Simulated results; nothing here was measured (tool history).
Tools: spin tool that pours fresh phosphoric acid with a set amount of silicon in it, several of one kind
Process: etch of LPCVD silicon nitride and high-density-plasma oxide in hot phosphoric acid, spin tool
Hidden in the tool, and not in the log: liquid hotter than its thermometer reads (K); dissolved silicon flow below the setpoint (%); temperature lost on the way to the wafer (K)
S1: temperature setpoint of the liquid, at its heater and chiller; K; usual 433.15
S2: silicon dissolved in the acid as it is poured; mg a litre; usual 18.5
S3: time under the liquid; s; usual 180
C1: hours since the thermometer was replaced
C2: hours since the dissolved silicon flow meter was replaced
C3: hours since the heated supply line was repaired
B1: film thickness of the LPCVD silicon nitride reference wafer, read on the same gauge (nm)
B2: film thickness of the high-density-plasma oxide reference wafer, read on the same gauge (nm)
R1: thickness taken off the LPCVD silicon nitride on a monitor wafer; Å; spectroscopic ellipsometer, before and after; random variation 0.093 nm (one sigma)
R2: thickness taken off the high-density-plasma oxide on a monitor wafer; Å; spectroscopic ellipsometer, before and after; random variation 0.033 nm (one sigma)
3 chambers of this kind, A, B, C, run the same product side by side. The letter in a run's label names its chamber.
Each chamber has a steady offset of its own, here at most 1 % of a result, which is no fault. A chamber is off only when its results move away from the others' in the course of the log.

{"run": "1A", "day": 0.471, "S1": 433.15, "S2": 18.5, "S3": 180, "C1": 112.4, "C2": 434.1, "C3": 1737.7, "B1": 99.995, "B2": 29.992, "R1": 168.71, "R2": 3.1771}
{"run": "2C", "day": 0.954, "S1": 433.15, "S2": 18.5, "S3": 180, "C1": 54.8, "C2": 375.8, "C3": 299.4, "B1": 99.981, "B2": 30.001, "R1": 165.52, "R2": 2.6372}
{"run": "3B", "day": 1.383, "S1": 433.15, "S2": 18.5, "S3": 180, "C1": 1320, "C2": 548.2, "C3": 1105.7, "B1": 100.05, "B2": 29.995, "R1": 166.43, "R2": 2.9474}
{"run": "4A", "day": 1.921, "S1": 433.15, "S2": 18.5, "S3": 180, "C1": 147.2, "C2": 468.9, "C3": 1772.5, "B1": 99.979, "B2": 30, "R1": 169.79, "R2": 2.8632}
{"run": "5B", "day": 2.233, "S1": 433.15, "S2": 12, "S3": 115, "C1": 1340.4, "C2": 568.6, "C3": 1126.1, "B1": 100.02, "B2": 29.987, "R1": 106.27, "R2": 2.4366}
{"run": "6C", "day": 2.75, "S1": 433.15, "S2": 12, "S3": 115, "C1": 97.9, "C2": 418.9, "C3": 342.5, "B1": 100.01, "B2": 30.012, "R1": 106.86, "R2": 1.7559}
{"run": "7A", "day": 3.021, "S1": 433.15, "S2": 12, "S3": 115, "C1": 173.6, "C2": 495.3, "C3": 1798.9, "B1": 99.919, "B2": 29.999, "R1": 107.1, "R2": 2.2049}
{"run": "8C", "day": 3.271, "S1": 433.15, "S2": 14, "S3": 180, "C1": 110.4, "C2": 431.4, "C3": 355, "B1": 99.991, "B2": 30.004, "R1": 165.99, "R2": 3.2562}
{"run": "9B", "day": 3.554, "S1": 433.15, "S2": 14, "S3": 180, "C1": 1372.1, "C2": 600.3, "C3": 1157.8, "B1": 100.01, "B2": 29.998, "R1": 166.29, "R2": 2.7867}
{"run": "10C", "day": 3.904, "S1": 433.15, "S2": 14, "S3": 180, "C1": 125.6, "C2": 446.6, "C3": 370.2, "B1": 99.933, "B2": 30.006, "R1": 165.5, "R2": 3.3722}
{"run": "11B", "day": 4.238, "S1": 434.65, "S2": 18.5, "S3": 180, "C1": 1388.5, "C2": 616.7, "C3": 1174.2, "B1": 99.98, "B2": 30.004, "R1": 176.89, "R2": 3.6463}
{"day": 4.425, "done": "chamber B: dissolved silicon flow meter replaced"}
{"run": "12A", "day": 4.633, "S1": 434.65, "S2": 18.5, "S3": 180, "C1": 212.3, "C2": 534, "C3": 1837.6, "B1": 100.01, "B2": 30.005, "R1": 176.76, "R2": 2.9132}
{"run": "13A", "day": 5.042, "S1": 434.65, "S2": 18.5, "S3": 180, "C1": 222.1, "C2": 543.8, "C3": 1847.4, "B1": 99.999, "B2": 30.012, "R1": 175.64, "R2": 4.1338}
{"run": "14C", "day": 5.454, "S1": 433.15, "S2": 18.5, "S3": 180, "C1": 162.8, "C2": 483.8, "C3": 407.4, "B1": 100.09, "B2": 29.997, "R1": 167.38, "R2": 2.4655}
{"run": "15B", "day": 5.921, "S1": 433.15, "S2": 18.5, "S3": 180, "C1": 1428.9, "C2": 35.9, "C3": 1214.6, "B1": 99.995, "B2": 29.994, "R1": 164.18, "R2": 2.6809}
{"run": "16A", "day": 6.425, "S1": 433.15, "S2": 18.5, "S3": 105, "C1": 255.3, "C2": 577, "C3": 1880.6, "B1": 99.961, "B2": 29.996, "R1": 96.508, "R2": 1.4034}
{"run": "17B", "day": 6.817, "S1": 433.15, "S2": 18.5, "S3": 105, "C1": 1450.4, "C2": 57.4, "C3": 1236.1, "B1": 100.05, "B2": 30.002, "R1": 94.486, "R2": 1.7388}
{"run": "18C", "day": 7.179, "S1": 433.15, "S2": 18.5, "S3": 105, "C1": 204.2, "C2": 525.2, "C3": 448.8, "B1": 99.956, "B2": 29.985, "R1": 97.355, "R2": 1.3479}
{"run": "19C", "day": 7.658, "S1": 433.15, "S2": 18.5, "S3": 180, "C1": 215.7, "C2": 536.7, "C3": 460.3, "B1": 99.957, "B2": 29.999, "R1": 166.64, "R2": 2.7295}
{"run": "20B", "day": 7.9, "S1": 433.15, "S2": 18.5, "S3": 180, "C1": 1476.4, "C2": 83.4, "C3": 1262.1, "B1": 100.01, "B2": 29.986, "R1": 162.13, "R2": 3.2182}
{"run": "21A", "day": 8.417, "S1": 433.15, "S2": 18.5, "S3": 180, "C1": 303.1, "C2": 624.8, "C3": 1928.4, "B1": 100.01, "B2": 30, "R1": 168.88, "R2": 2.6246}
{"run": "22C", "day": 8.775, "S1": 433.15, "S2": 18.5, "S3": 180, "C1": 242.5, "C2": 563.5, "C3": 487.1, "B1": 100.01, "B2": 29.998, "R1": 166.89, "R2": 2.566}
{"run": "23A", "day": 9.312, "S1": 433.15, "S2": 18.5, "S3": 180, "C1": 324.6, "C2": 646.3, "C3": 1949.9, "B1": 99.991, "B2": 29.994, "R1": 167.48, "R2": 2.6009}
{"run": "24B", "day": 9.679, "S1": 433.15, "S2": 18.5, "S3": 180, "C1": 1519.1, "C2": 126.1, "C3": 1304.8, "B1": 99.974, "B2": 29.982, "R1": 158.09, "R2": 2.0276}
{"run": "25B", "day": 10.05, "S1": 433.15, "S2": 18.5, "S3": 180, "C1": 1528, "C2": 135, "C3": 1313.7, "B1": 99.998, "B2": 29.999, "R1": 159.83, "R2": 2.6964}

Next, every chamber runs the same settings. What will each give?
{"run": "26A", "day": 10.446, "S1": 434.15, "S2": 18.5, "S3": 180, "R1": "?", "R2": "?"}
{"run": "26B", "day": 10.446, "S1": 434.15, "S2": 18.5, "S3": 180, "R1": "?", "R2": "?"}
{"run": "26C", "day": 10.446, "S1": 434.15, "S2": 18.5, "S3": 180, "R1": "?", "R2": "?"}

run=26A R1=173.28 R2=3.1412
run=26B R1=165.07 R2=2.9051
run=26C R1=172.15 R2=2.8763
